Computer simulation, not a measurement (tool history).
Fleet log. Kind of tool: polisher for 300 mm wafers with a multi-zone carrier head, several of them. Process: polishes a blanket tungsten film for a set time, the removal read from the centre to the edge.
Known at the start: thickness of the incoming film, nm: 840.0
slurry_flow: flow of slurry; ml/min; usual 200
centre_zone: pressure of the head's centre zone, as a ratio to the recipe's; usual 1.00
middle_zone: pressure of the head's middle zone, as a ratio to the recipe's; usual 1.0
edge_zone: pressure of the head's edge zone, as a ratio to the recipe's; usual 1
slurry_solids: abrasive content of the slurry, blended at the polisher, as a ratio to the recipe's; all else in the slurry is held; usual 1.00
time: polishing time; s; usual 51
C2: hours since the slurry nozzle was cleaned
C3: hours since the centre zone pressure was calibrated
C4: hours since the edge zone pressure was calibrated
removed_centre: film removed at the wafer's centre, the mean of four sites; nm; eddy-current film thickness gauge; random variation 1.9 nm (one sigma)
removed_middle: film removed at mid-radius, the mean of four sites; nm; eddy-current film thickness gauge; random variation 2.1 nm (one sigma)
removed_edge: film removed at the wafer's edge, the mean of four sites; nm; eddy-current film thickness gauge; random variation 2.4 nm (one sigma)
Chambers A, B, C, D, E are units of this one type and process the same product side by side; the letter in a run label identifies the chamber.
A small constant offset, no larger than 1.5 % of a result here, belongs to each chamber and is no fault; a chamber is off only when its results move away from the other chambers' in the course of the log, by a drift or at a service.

{"run": "1A", "hour": 14.4, "slurry_flow": 200, "centre_zone": 1.0, "middle_zone": 1.0, "edge_zone": 1, "slurry_solids": 1.0, "time": 51, "wafers polished on this pad": 661, "C2": 449.6, "C3": 1099.7, "C4": 248.7, "removed_centre": 206.5, "removed_middle": 207.37, "removed_edge": 205.26}
{"hour": 16.0, "done": "chamber E: edge zone pressure recalibrated"}
{"run": "2D", "hour": 21.4, "slurry_flow": 200, "centre_zone": 1.0, "middle_zone": 1.0, "edge_zone": 1, "slurry_solids": 1.0, "time": 51, "wafers polished on this pad": 982, "C2": 241.2, "C3": 1023.4, "C4": 174.2, "removed_centre": 207.58, "removed_middle": 211.02, "removed_edge": 206.45}
{"hour": 24.4, "done": "chamber D: worn pad replaced by a new one"}
{"hour": 29.6, "done": "chamber A: worn pad replaced by a new one"}
{"hour": 29.9, "done": "chamber A: slurry nozzle cleaned"}
{"run": "3B", "hour": 36.6, "slurry_flow": 200, "centre_zone": 1.0, "middle_zone": 1.0, "edge_zone": 1, "slurry_solids": 1.0, "time": 51, "wafers polished on this pad": 350, "C2": 376.8, "C3": 662.0, "C4": 268.9, "removed_centre": 206.79, "removed_middle": 208.79, "removed_edge": 204.42}
{"run": "4C", "hour": 49.1, "slurry_flow": 200, "centre_zone": 1.0, "middle_zone": 1.0, "edge_zone": 1, "slurry_solids": 1.0, "time": 51, "wafers polished on this pad": 958, "C2": 85.1, "C3": 867.4, "C4": 298.7, "removed_centre": 209.11, "removed_middle": 206.4, "removed_edge": 206.15}
{"run": "5E", "hour": 60.5, "slurry_flow": 200, "centre_zone": 1.0, "middle_zone": 1.0, "edge_zone": 1, "slurry_solids": 1.1, "time": 51, "wafers polished on this pad": 1042, "C2": 136.0, "C3": 809.8, "C4": 44.6, "removed_centre": 210.72, "removed_middle": 212.89, "removed_edge": 215.44}
{"run": "6A", "hour": 67.6, "slurry_flow": 200, "centre_zone": 1.0, "middle_zone": 1.0, "edge_zone": 1, "slurry_solids": 1.1, "time": 51, "wafers polished on this pad": 333, "C2": 37.7, "C3": 1152.9, "C4": 301.9, "removed_centre": 212.37, "removed_middle": 210.45, "removed_edge": 210.51}
{"hour": 71.8, "done": "chamber C: worn pad replaced by a new one"}
{"run": "7E", "hour": 75.7, "slurry_flow": 200, "centre_zone": 1.0, "middle_zone": 1.0, "edge_zone": 1, "slurry_solids": 1.1, "time": 51, "wafers polished on this pad": 1175, "C2": 151.2, "C3": 825.0, "C4": 59.8, "removed_centre": 210.98, "removed_middle": 208.73, "removed_edge": 212.02}
{"run": "8C", "hour": 86.5, "slurry_flow": 200, "centre_zone": 1.0, "middle_zone": 1.0, "edge_zone": 1, "slurry_solids": 1.1, "time": 51, "wafers polished on this pad": 129, "C2": 122.5, "C3": 904.8, "C4": 336.1, "removed_centre": 212.95, "removed_middle": 213.43, "removed_edge": 213.44}
{"run": "9D", "hour": 93.3, "slurry_flow": 200, "centre_zone": 1.0, "middle_zone": 1.0, "edge_zone": 1, "slurry_solids": 1.1, "time": 51, "wafers polished on this pad": 603, "C2": 313.1, "C3": 1095.3, "C4": 246.1, "removed_centre": 211.19, "removed_middle": 216.58, "removed_edge": 212.11}
{"hour": 102.9, "done": "chamber E: worn pad replaced by a new one"}
{"run": "10B", "hour": 105.0, "slurry_flow": 200, "centre_zone": 1.0, "middle_zone": 1.0, "edge_zone": 1, "slurry_solids": 1.0, "time": 51, "wafers polished on this pad": 949, "C2": 445.2, "C3": 730.4, "C4": 337.3, "removed_centre": 211.33, "removed_middle": 210.06, "removed_edge": 212.9}
{"hour": 113.6, "done": "chamber B: worn pad replaced by a new one"}
{"run": "11A", "hour": 116.2, "slurry_flow": 200, "centre_zone": 1.0, "middle_zone": 1.0, "edge_zone": 1, "slurry_solids": 1.0, "time": 51, "wafers polished on this pad": 759, "C2": 86.3, "C3": 1201.5, "C4": 350.5, "removed_centre": 208.46, "removed_middle": 206.15, "removed_edge": 207.08}
{"hour": 119.0, "done": "chamber D: worn pad replaced by a new one"}
{"run": "12D", "hour": 124.1, "slurry_flow": 200, "centre_zone": 1.0, "middle_zone": 1.0, "edge_zone": 1, "slurry_solids": 1.0, "time": 51, "wafers polished on this pad": 45, "C2": 343.9, "C3": 1126.1, "C4": 276.9, "removed_centre": 207.14, "removed_middle": 210.58, "removed_edge": 213.06}
{"hour": 125.2, "done": "chamber A: worn pad replaced by a new one"}
{"hour": 132.7, "done": "chamber B: edge zone pressure recalibrated"}
{"hour": 133.1, "done": "chamber B: centre zone pressure recalibrated"}
{"hour": 135.9, "done": "chamber A: centre zone pressure recalibrated"}
{"run": "13B", "hour": 137.4, "slurry_flow": 200, "centre_zone": 1.0, "middle_zone": 1.0, "edge_zone": 1, "slurry_solids": 1.0, "time": 51, "wafers polished on this pad": 208, "C2": 477.6, "C3": 4.4, "C4": 4.8, "removed_centre": 219.65, "removed_middle": 209.95, "removed_edge": 207.03}
{"run": "14C", "hour": 151.0, "slurry_flow": 200, "centre_zone": 1.0, "middle_zone": 1.0, "edge_zone": 1, "slurry_solids": 1.0, "time": 51, "wafers polished on this pad": 694, "C2": 187.0, "C3": 969.3, "C4": 400.6, "removed_centre": 208.64, "removed_middle": 204.82, "removed_edge": 206.93}
{"hour": 151.5, "done": "chamber E: centre zone pressure recalibrated"}
{"hour": 152.8, "done": "chamber C: slurry nozzle cleaned"}
{"hour": 159.1, "done": "chamber C: edge zone pressure recalibrated"}
{"run": "15E", "hour": 164.3, "slurry_flow": 200, "centre_zone": 1.0, "middle_zone": 1.0, "edge_zone": 1, "slurry_solids": 1.0, "time": 51, "wafers polished on this pad": 537, "C2": 239.8, "C3": 12.9, "C4": 148.4, "removed_centre": 203.8, "removed_middle": 203.57, "removed_edge": 205.28}
{"run": "16C", "hour": 174.2, "slurry_flow": 200, "centre_zone": 1.0, "middle_zone": 1.0, "edge_zone": 1, "slurry_solids": 1.0, "time": 51, "wafers polished on this pad": 897, "C2": 21.5, "C3": 992.5, "C4": 15.1, "removed_centre": 208.21, "removed_middle": 207.92, "removed_edge": 209.23}
{"hour": 175.8, "done": "chamber B: slurry nozzle cleaned"}
{"run": "17B", "hour": 184.1, "slurry_flow": 200, "centre_zone": 1.0, "middle_zone": 1.0, "edge_zone": 1, "slurry_solids": 1.0, "time": 51, "wafers polished on this pad": 617, "C2": 8.3, "C3": 51.1, "C4": 51.5, "removed_centre": 224.11, "removed_middle": 210.63, "removed_edge": 206.45}
{"hour": 185.2, "done": "chamber C: worn pad replaced by a new one"}
{"run": "18D", "hour": 198.7, "slurry_flow": 200, "centre_zone": 1.0, "middle_zone": 1.0, "edge_zone": 1, "slurry_solids": 1.0, "time": 51, "wafers polished on this pad": 698, "C2": 418.5, "C3": 1200.7, "C4": 351.5, "removed_centre": 206.45, "removed_middle": 209.5, "removed_edge": 208.07}
{"hour": 201.0, "done": "chamber A: worn pad replaced by a new one"}
{"run": "19E", "hour": 211.8, "slurry_flow": 200, "centre_zone": 1.0, "middle_zone": 1.0, "edge_zone": 1, "slurry_solids": 1.0, "time": 51, "wafers polished on this pad": 953, "C2": 287.3, "C3": 60.4, "C4": 195.9, "removed_centre": 207.16, "removed_middle": 203.5, "removed_edge": 204.6}
{"run": "20A", "hour": 221.1, "slurry_flow": 200, "centre_zone": 1.0, "middle_zone": 1.0, "edge_zone": 1, "slurry_solids": 1.0, "time": 51, "wafers polished on this pad": 176, "C2": 191.2, "C3": 85.3, "C4": 455.4, "removed_centre": 211.3, "removed_middle": 208.1, "removed_edge": 204.51}
{"hour": 221.8, "done": "chamber D: worn pad replaced by a new one"}
{"run": "21B", "hour": 232.6, "slurry_flow": 200, "centre_zone": 1.0, "middle_zone": 1.0, "edge_zone": 1, "slurry_solids": 1.0, "time": 51, "wafers polished on this pad": 1042, "C2": 56.8, "C3": 99.6, "C4": 100.0, "removed_centre": 223.26, "removed_middle": 208.45, "removed_edge": 206.28}
{"hour": 233.1, "done": "chamber B: worn pad replaced by a new one"}
{"run": "22C", "hour": 239.9, "slurry_flow": 200, "centre_zone": 1.0, "middle_zone": 1.0, "edge_zone": 1, "slurry_solids": 1.0, "time": 51, "wafers polished on this pad": 479, "C2": 87.2, "C3": 1058.2, "C4": 80.8, "removed_centre": 207.81, "removed_middle": 205.72, "removed_edge": 206.84}
{"run": "23D", "hour": 250.2, "slurry_flow": 200, "centre_zone": 0.93, "middle_zone": 1.0, "edge_zone": 1, "slurry_solids": 1.0, "time": 67, "wafers polished on this pad": 249, "C2": 470.0, "C3": 1252.2, "C4": 403.0, "removed_centre": 254.16, "removed_middle": 273.47, "removed_edge": 274.93}
{"hour": 252.4, "done": "chamber E: worn pad replaced by a new one"}
{"run": "24E", "hour": 258.4, "slurry_flow": 200, "centre_zone": 0.93, "middle_zone": 1.0, "edge_zone": 1, "slurry_solids": 1.0, "time": 67, "wafers polished on this pad": 53, "C2": 333.9, "C3": 107.0, "C4": 242.5, "removed_centre": 248.21, "removed_middle": 266.36, "removed_edge": 274.5}
{"run": "25A", "hour": 267.2, "slurry_flow": 200, "centre_zone": 0.93, "middle_zone": 1.0, "edge_zone": 1, "slurry_solids": 1.0, "time": 67, "wafers polished on this pad": 580, "C2": 237.3, "C3": 131.4, "C4": 501.5, "removed_centre": 254.6, "removed_middle": 276.97, "removed_edge": 269.61}
{"run": "26C", "hour": 275.5, "slurry_flow": 200, "centre_zone": 0.93, "middle_zone": 1.0, "edge_zone": 1, "slurry_solids": 1.0, "time": 67, "wafers polished on this pad": 790, "C2": 122.8, "C3": 1093.8, "C4": 116.4, "removed_centre": 246.89, "removed_middle": 273.65, "removed_edge": 265.95}
{"run": "27E", "hour": 287.5, "slurry_flow": 200, "centre_zone": 0.93, "middle_zone": 1.0, "edge_zone": 1, "slurry_solids": 1.0, "time": 67, "wafers polished on this pad": 307, "C2": 363.0, "C3": 136.1, "C4": 271.6, "removed_centre": 249.88, "removed_middle": 272.97, "removed_edge": 269.92}
{"hour": 295.2, "done": "chamber A: worn pad replaced by a new one"}
{"run": "28B", "hour": 299.8, "slurry_flow": 200, "centre_zone": 1.0, "middle_zone": 1.0, "edge_zone": 1, "slurry_solids": 1.0, "time": 51, "wafers polished on this pad": 584, "C2": 124.0, "C3": 166.8, "C4": 167.2, "removed_centre": 221.87, "removed_middle": 209.11, "removed_edge": 206.25}
{"hour": 310.8, "done": "chamber C: worn pad replaced by a new one"}
{"run": "29D", "hour": 315.0, "slurry_flow": 200, "centre_zone": 1.0, "middle_zone": 1.0, "edge_zone": 1, "slurry_solids": 1.0, "time": 51, "wafers polished on this pad": 816, "C2": 534.8, "C3": 1317.0, "C4": 467.8, "removed_centre": 207.05, "removed_middle": 212.44, "removed_edge": 208.78}
{"hour": 322.0, "done": "chamber D: worn pad replaced by a new one"}
{"run": "30A", "hour": 323.2, "slurry_flow": 200, "centre_zone": 1.0, "middle_zone": 1.0, "edge_zone": 1, "slurry_solids": 1.0, "time": 51, "wafers polished on this pad": 245, "C2": 293.3, "C3": 187.4, "C4": 557.5, "removed_centre": 208.93, "removed_middle": 211.75, "removed_edge": 206.09}
{"run": "31D", "hour": 332.5, "slurry_flow": 200, "centre_zone": 1.0, "middle_zone": 1.0, "edge_zone": 1, "slurry_solids": 1.0, "time": 51, "wafers polished on this pad": 92, "C2": 552.3, "C3": 1334.5, "C4": 485.3, "removed_centre": 204.32, "removed_middle": 208.37, "removed_edge": 207.54}
{"run": "32C", "hour": 346.7, "slurry_flow": 200, "centre_zone": 1.0, "middle_zone": 1.0, "edge_zone": 1, "slurry_solids": 1.0, "time": 51, "wafers polished on this pad": 314, "C2": 194.0, "C3": 1165.0, "C4": 187.6, "removed_centre": 207.01, "removed_middle": 202.75, "removed_edge": 212.45}
{"hour": 348.5, "done": "chamber B: worn pad replaced by a new one"}
{"hour": 349.3, "done": "chamber D: slurry nozzle cleaned"}
{"run": "33A", "hour": 357.4, "slurry_flow": 200, "centre_zone": 1.0, "middle_zone": 1.0, "edge_zone": 1, "slurry_solids": 1.0, "time": 51, "wafers polished on this pad": 545, "C2": 327.5, "C3": 221.6, "C4": 591.7, "removed_centre": 207.7, "removed_middle": 202.57, "removed_edge": 210.24}
{"hour": 369.2, "done": "chamber E: slurry nozzle cleaned"}
{"hour": 371.6, "done": "chamber C: centre zone pressure recalibrated"}
{"hour": 372.0, "done": "chamber A: worn pad replaced by a new one"}
{"run": "34E", "hour": 372.3, "slurry_flow": 250, "centre_zone": 1.0, "middle_zone": 1.0, "edge_zone": 1, "slurry_solids": 0.85, "time": 51, "wafers polished on this pad": 1050, "C2": 3.2, "C3": 220.9, "C4": 356.4, "removed_centre": 204.19, "removed_middle": 202.7, "removed_edge": 205.91}
{"hour": 378.4, "done": "chamber C: slurry nozzle cleaned"}
{"run": "35B", "hour": 383.3, "slurry_flow": 250, "centre_zone": 1.0, "middle_zone": 1.0, "edge_zone": 1, "slurry_solids": 0.85, "time": 51, "wafers polished on this pad": 305, "C2": 207.5, "C3": 250.3, "C4": 250.7, "removed_centre": 221.15, "removed_middle": 207.46, "removed_edge": 203.9}
{"run": "36B", "hour": 397.3, "slurry_flow": 250, "centre_zone": 1.0, "middle_zone": 1.0, "edge_zone": 1, "slurry_solids": 0.85, "time": 51, "wafers polished on this pad": 428, "C2": 221.5, "C3": 264.3, "C4": 264.7, "removed_centre": 220.52, "removed_middle": 204.7, "removed_edge": 203.57}
{"hour": 405.2, "done": "chamber D: centre zone pressure recalibrated"}
{"run": "37A", "hour": 411.4, "slurry_flow": 250, "centre_zone": 1.0, "middle_zone": 1.0, "edge_zone": 1, "slurry_solids": 0.85, "time": 51, "wafers polished on this pad": 345, "C2": 381.5, "C3": 275.6, "C4": 645.7, "removed_centre": 205.51, "removed_middle": 206.42, "removed_edge": 198.96}
{"run": "38D", "hour": 423.9, "slurry_flow": 250, "centre_zone": 1.0, "middle_zone": 1.0, "edge_zone": 1, "slurry_solids": 0.85, "time": 51, "wafers polished on this pad": 892, "C2": 74.7, "C3": 18.7, "C4": 576.7, "removed_centre": 204.59, "removed_middle": 207.12, "removed_edge": 204.59}
{"run": "39C", "hour": 435.8, "slurry_flow": 200, "centre_zone": 0.94, "middle_zone": 1.1, "edge_zone": 1, "slurry_solids": 1.0, "time": 51, "wafers polished on this pad": 1095, "C2": 57.5, "C3": 64.2, "C4": 276.7, "removed_centre": 192.97, "removed_middle": 223.81, "removed_edge": 207.14}

Decide between three cases: one chamber stands off from its peers, the gauge reading all wafers drifts, or nothing is wrong past each chamber's small offset. Where a chamber is off, say which and what most likely put it there.

Chamber B came out of a service off from its peers and stayed that way.
What lies behind it: centre zone's pressure above its setpoint, % = 6.47.

Here are 4 candidates for chamber B's next run, each the usual settings with a change, their results left as question marks. Which one brings its results back in line with what the others give on the usual settings?
In-line tolerance around the mean of the other chambers on the usual settings: removed_centre 6.50 nm; removed_middle 7.20 nm; removed_edge 8.40 nm
{"run": "40B-1", "hour": 446.7, "slurry_flow": 210, "centre_zone": 1.1, "middle_zone": 1.0, "edge_zone": 0.95, "slurry_solids": 1.0, "time": 52, "removed_centre": "?", "removed_middle": "?", "removed_edge": "?"}
{"run": "40B-2", "hour": 446.7, "slurry_flow": 195, "centre_zone": 0.95, "middle_zone": 1.0, "edge_zone": 1.02, "slurry_solids": 1.0, "time": 51, "removed_centre": "?", "removed_middle": "?", "removed_edge": "?"}
{"run": "40B-3", "hour": 446.7, "slurry_flow": 205, "centre_zone": 1.05, "middle_zone": 0.99, "edge_zone": 0.98, "slurry_solids": 1.0, "time": 52, "removed_centre": "?", "removed_middle": "?", "removed_edge": "?"}
{"run": "40B-4", "hour": 446.7, "slurry_flow": 190, "centre_zone": 0.9, "middle_zone": 1.0, "edge_zone": 1.05, "slurry_solids": 1.0, "time": 50, "removed_centre": "?", "removed_middle": "?", "removed_edge": "?"}

Mean of the other chambers on the usual settings: removed_centre 207.08 nm; removed_middle 207.17 nm; removed_edge 207.59 nm
run=40B-1 removed_centre=254.60 removed_middle=214.83 removed_edge=209.16
run=40B-2 removed_centre=210.09 removed_middle=208.68 removed_edge=211.30
run=40B-3 removed_centre=241.06 removed_middle=212.18 removed_edge=212.08
run=40B-4 removed_centre=193.14 removed_middle=203.86 removed_edge=209.81
It is 40B-2 that realigns the chamber with its peers.
